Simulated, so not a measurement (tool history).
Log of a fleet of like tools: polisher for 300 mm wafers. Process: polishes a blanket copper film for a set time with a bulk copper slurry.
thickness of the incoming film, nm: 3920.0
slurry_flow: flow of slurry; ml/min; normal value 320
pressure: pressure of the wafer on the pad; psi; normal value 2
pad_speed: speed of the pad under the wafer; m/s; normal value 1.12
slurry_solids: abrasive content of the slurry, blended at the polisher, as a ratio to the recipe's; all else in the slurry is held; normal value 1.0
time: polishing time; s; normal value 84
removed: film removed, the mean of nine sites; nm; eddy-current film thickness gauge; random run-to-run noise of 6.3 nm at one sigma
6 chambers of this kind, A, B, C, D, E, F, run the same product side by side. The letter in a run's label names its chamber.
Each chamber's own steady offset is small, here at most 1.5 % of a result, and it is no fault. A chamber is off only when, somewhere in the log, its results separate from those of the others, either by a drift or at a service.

run	day	slurry_flow	pressure	pad_speed	slurry_solids	time	wafers polished on this pad	hours since the slurry nozzle was cleaned	hours since the head pressure was calibrated	hours since the slurry blender was calibrated	removed
1C	0.300	320	2	1.12	1.0	84	786	252.2	315.3	92.3	738.76
2F	0.638	320	2	1.12	1.0	84	127	175.2	442.5	60.3	741.53
# day 0.750: chamber E: worn pad replaced by a new one
3E	0.942	320	2	1.12	1.0	84	35	85.7	242.4	115.6	735.28
4B	1.379	320	2	1.12	1.0	84	1306	68.2	847.5	306.5	736.63
5D	1.812	320	2	1.12	1.0	84	512	185.1	1155.8	174.3	732.69
# day 1.888: chamber E: slurry blender recalibrated
# day 1.962: chamber B: slurry blender recalibrated
# day 2.067: chamber F: slurry nozzle cleaned
6A	2.150	320	2	1.12	1.0	84	756	192.7	147.1	252.8	742.42
# day 2.212: chamber C: worn pad replaced by a new one
7F	2.558	320	2	1.12	1.0	84	480	11.8	488.6	106.4	747.85
# day 2.846: chamber B: worn pad replaced by a new one
# day 2.983: chamber D: worn pad replaced by a new one
8C	3.012	320	2	1.12	1.0	84	147	317.3	380.4	157.4	733.11
9D	3.462	320	2	1.12	1.0	84	88	224.7	1195.4	213.9	731.99
# day 3.783: chamber A: slurry blender recalibrated
10E	3.850	320	2	1.12	1.0	84	570	155.5	312.2	47.2	728.84
# day 3.875: chamber E: worn pad replaced by a new one
11B	4.304	320	2	0.72	1.0	84	268	138.4	917.7	56.2	471.24
# day 4.479: chamber C: head pressure recalibrated
12A	4.704	320	2	0.72	1.0	84	1226	254.0	208.4	22.2	467.87
13B	4.992	320	2	0.72	1.0	84	394	154.9	934.2	72.7	462.80
# day 5.079: chamber D: head pressure recalibrated
# day 5.162: chamber C: slurry blender recalibrated
# day 5.267: chamber D: slurry blender recalibrated
14E	5.317	320	2	0.72	1.0	84	265	190.7	347.4	82.4	460.06
# day 5.425: chamber E: slurry nozzle cleaned
# day 5.521: chamber F: worn pad replaced by a new one
15D	5.612	320	2	0.72	1.0	84	483	276.3	12.9	8.3	476.58
16F	5.983	320	2	0.72	1.0	84	85	94.0	570.8	188.6	467.23
# day 6.000: chamber A: slurry nozzle cleaned
17C	6.212	320	2	1.12	1.0	84	736	394.1	41.6	25.3	727.55
# day 6.392: chamber D: worn pad replaced by a new one
18A	6.462	320	2	1.12	1.0	84	1549	11.2	250.6	64.4	744.13
19C	6.804	320	2	1.12	1.0	84	844	408.3	55.8	39.5	727.69
# day 7.125: chamber E: worn pad replaced by a new one
20B	7.183	320	2	1.12	1.0	84	797	207.5	986.8	125.3	732.40
# day 7.308: chamber E: slurry blender recalibrated
21D	7.646	320	2	1.28	1.0	97	231	325.1	61.7	57.1	968.14
22F	7.938	320	2	1.28	1.0	97	444	140.9	617.7	235.5	961.76
# day 8.075: chamber F: head pressure recalibrated
23E	8.325	320	2	1.28	1.0	97	221	69.7	419.6	24.5	980.27
# day 8.446: chamber C: worn pad replaced by a new one
24A	8.558	320	2	1.28	1.0	97	1935	61.5	300.9	114.7	953.47
25D	8.771	320	2	1.28	1.0	97	438	352.1	88.7	84.1	963.27
# day 8.800: chamber D: slurry nozzle cleaned
# day 8.996: chamber E: head pressure recalibrated
26A	9.025	320	2	1.28	1.0	97	2020	72.7	312.1	125.9	956.85
# day 9.129: chamber F: slurry blender recalibrated
27F	9.400	320	2	1.12	1.0	84	713	176.0	31.8	6.5	713.78
# day 9.612: chamber D: worn pad replaced by a new one
28C	9.842	320	2	1.12	1.0	84	257	481.2	128.7	112.4	736.54
# day 9.867: chamber B: worn pad replaced by a new one
# day 9.888: chamber F: slurry nozzle cleaned
# day 10.150: chamber E: worn pad replaced by a new one
29E	10.296	320	2	1.12	1.0	84	27	117.0	31.3	71.8	725.16
30B	10.533	320	2	1.12	1.0	84	122	287.9	1067.2	205.7	730.09
# day 10.654: chamber F: worn pad replaced by a new one
31B	10.988	320	2	1.12	1.0	84	206	298.8	1078.1	216.6	727.12
32A	11.296	320	2	1.12	1.0	84	2438	127.2	366.6	180.4	698.46
33C	11.742	320	2	1.42	0.8	84	606	526.8	174.3	158.0	888.86
34D	12.017	320	2	1.42	0.8	84	442	77.3	166.6	162.0	884.73
35F	12.475	320	2	1.42	0.8	84	335	62.1	105.6	80.3	886.19
# day 12.654: chamber B: slurry blender recalibrated
# day 12.871: chamber E: worn pad replaced by a new one
36E	12.938	320	2	1.42	0.8	84	12	180.4	94.7	135.2	869.64
37F	13.167	320	2	1.42	0.8	84	462	78.7	122.2	96.9	886.77
# day 13.379: chamber E: slurry blender recalibrated
# day 13.392: chamber D: worn pad replaced by a new one
# day 13.496: chamber B: slurry nozzle cleaned
# day 13.542: chamber C: slurry blender recalibrated
38C	13.608	320	2	1.42	0.8	84	949	571.6	219.1	1.7	889.94
39A	13.825	320	2	1.12	1.0	84	2903	187.9	427.3	241.1	689.81
40E	14.188	320	2	1.12	1.0	59	242	210.4	124.7	19.4	518.01
# day 14.204: chamber E: slurry nozzle cleaned
41B	14.608	320	2	1.12	1.0	59	871	26.7	1165.0	46.9	512.35
42D	14.942	320	2	1.12	1.0	59	285	147.5	236.8	232.2	515.61
43E	15.221	320	2	1.12	1.0	59	432	24.4	149.5	44.2	516.70

What goes on in this fleet: one chamber off, a drifting gauge, or nothing beyond the chambers' own small offsets? Name the chamber and the cause, if any.

One chamber, A, drifts off from the rest bit by bit.
Cause: removal rate lost through wear of the pad, % = 8.27.
The log may not separate it from: head's pressure below its setpoint, %; abrasive missing from the slurry, %.

Here are 4 candidates for chamber A's next run, each the usual settings with a change, their results left as question marks. Which one brings its results back in line with what the others give on the usual settings?
Allowed miss from the other chambers' usual-settings mean, per result, to count as in line: removed 22.00 nm
44A-1	15.554	320	2.0	1.12	1.40	84					?
44A-2	15.554	315	2.0	1.12	1.00	73					?
44A-3	15.554	320	2.0	1.12	0.65	84					?
44A-4	15.554	320	2.1	1.18	1.00	87					?

Usual-settings mean across the other chambers: removed 732.79 nm
run	removed
44A-1	727.86
44A-2	586.89
44A-3	617.99
44A-4	775.27
The answer is 44A-1, which returns the chamber to within the allowed miss of the others.

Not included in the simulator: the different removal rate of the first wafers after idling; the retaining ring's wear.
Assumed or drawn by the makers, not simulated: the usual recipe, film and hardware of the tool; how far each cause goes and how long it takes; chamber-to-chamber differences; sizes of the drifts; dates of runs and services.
